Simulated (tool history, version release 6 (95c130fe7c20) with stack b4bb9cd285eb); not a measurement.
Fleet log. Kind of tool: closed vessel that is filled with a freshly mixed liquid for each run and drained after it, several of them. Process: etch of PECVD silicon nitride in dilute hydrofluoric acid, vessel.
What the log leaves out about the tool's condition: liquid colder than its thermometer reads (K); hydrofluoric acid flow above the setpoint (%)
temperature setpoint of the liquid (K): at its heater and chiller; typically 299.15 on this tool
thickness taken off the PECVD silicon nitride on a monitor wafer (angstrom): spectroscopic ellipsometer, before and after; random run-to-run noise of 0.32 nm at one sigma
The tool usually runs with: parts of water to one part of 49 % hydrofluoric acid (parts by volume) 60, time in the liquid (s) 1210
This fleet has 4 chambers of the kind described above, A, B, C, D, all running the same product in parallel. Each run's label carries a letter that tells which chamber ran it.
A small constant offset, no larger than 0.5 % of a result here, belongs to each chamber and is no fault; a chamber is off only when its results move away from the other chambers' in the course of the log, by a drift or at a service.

| run | hour | temperature setpoint of the liquid (K) | parts of water to one part of 49 % hydrofluoric acid (parts by volume) | time in the liquid (s) | hours since the thermometer was replaced | hours since the hydrofluoric acid flow meter was replaced | read-back film thickness of the PECVD silicon nitride reference wafer, read on the same gauge (nm) | thickness taken off the PECVD silicon nitride on a monitor wafer (angstrom) |
|---|---|---|---|---|---|---|---|---|
| 1B | 9.6 | 299.15 | 60 | 1210 | 502.9 | 26.3 | 110.01 | 417.43 |
| 2C | 16.3 | 299.15 | 60 | 1210 | 138.6 | 332.2 | 110 | 424.73 |
| 3D | 23.6 | 299.15 | 60 | 1210 | 50.5 | 1483.4 | 110.02 | 415.97 |
| 4A | 31.6 | 299.15 | 60 | 1210 | 671.3 | 878.1 | 109.98 | 418.4 |
| 5D | 42.9 | 299.15 | 60 | 1210 | 69.8 | 1502.7 | 110.02 | 420.5 |
| 6A | 51.4 | 299.15 | 60 | 1210 | 691.1 | 897.9 | 110.01 | 419.01 |
| 7C | 65.2 | 299.15 | 60 | 1815 | 187.5 | 381.1 | 110 | 624.81 |
| 8B | 75 | 299.15 | 60 | 1815 | 568.3 | 91.7 | 110.01 | 620.41 |
| 9C | 83.1 | 299.15 | 60 | 1815 | 205.4 | 399 | 109.99 | 622.33 |
| 10D | 92.6 | 299.15 | 60 | 1815 | 119.5 | 1552.4 | 110.03 | 628.57 |
| 11B | 106.9 | 299.15 | 60 | 1210 | 600.2 | 123.6 | 109.98 | 413.33 |
| 12A | 117.5 | 299.15 | 60 | 1210 | 757.2 | 964 | 110 | 421.92 |
| 13A | 131.9 | 299.15 | 60 | 1210 | 771.6 | 978.4 | 110.02 | 418.75 |
| 14B | 139.4 | 299.15 | 60 | 1210 | 632.7 | 156.1 | 110.01 | 415.19 |
| 15D | 148.9 | 299.15 | 60 | 1210 | 175.8 | 1608.7 | 110.01 | 419.88 |
| 16C | 163.3 | 299.15 | 60 | 1210 | 285.6 | 479.2 | 110.02 | 416.25 |
| 17D | 174.7 | 299.15 | 60 | 1210 | 201.6 | 1634.5 | 110 | 426.47 |
|  | 187.1 | chamber B: thermometer replaced |
| 18A | 187.1 | 299.15 | 60 | 1210 | 826.8 | 1033.6 | 109.98 | 420.89 |
| 19B | 201.5 | 299.15 | 40 | 1210 | 14.5 | 218.2 | 109.97 | 620.05 |
| 20C | 209.2 | 299.15 | 40 | 1210 | 331.5 | 525.1 | 109.99 | 623.77 |
| 21B | 217.7 | 299.15 | 40 | 1210 | 30.7 | 234.4 | 110 | 616.18 |
| 22D | 230.9 | 299.15 | 40 | 1210 | 257.8 | 1690.7 | 110 | 641.44 |
| 23C | 239.6 | 299.15 | 60 | 1210 | 361.9 | 555.5 | 110.01 | 421.8 |
| 24A | 252.6 | 299.15 | 60 | 1210 | 892.3 | 1099.1 | 110 | 424.51 |
| 25B | 264.9 | 299.15 | 60 | 1210 | 77.9 | 281.6 | 110.01 | 410.79 |

Next, all 4 chambers run the settings below, one line each with question marks for the results. What does each chamber give?
| 26A | 275.5 | 303.15 | 60 | 1210 |  |  |  | ? |
| 26B | 275.5 | 303.15 | 60 | 1210 |  |  |  | ? |
| 26C | 275.5 | 303.15 | 60 | 1210 |  |  |  | ? |
| 26D | 275.5 | 303.15 | 60 | 1210 |  |  |  | ? |

| run | thickness taken off the PECVD silicon nitride on a monitor wafer (angstrom) |
|---|---|
| 26A | 553.08 |
| 26B | 536.91 |
| 26C | 545.39 |
| 26D | 574.47 |
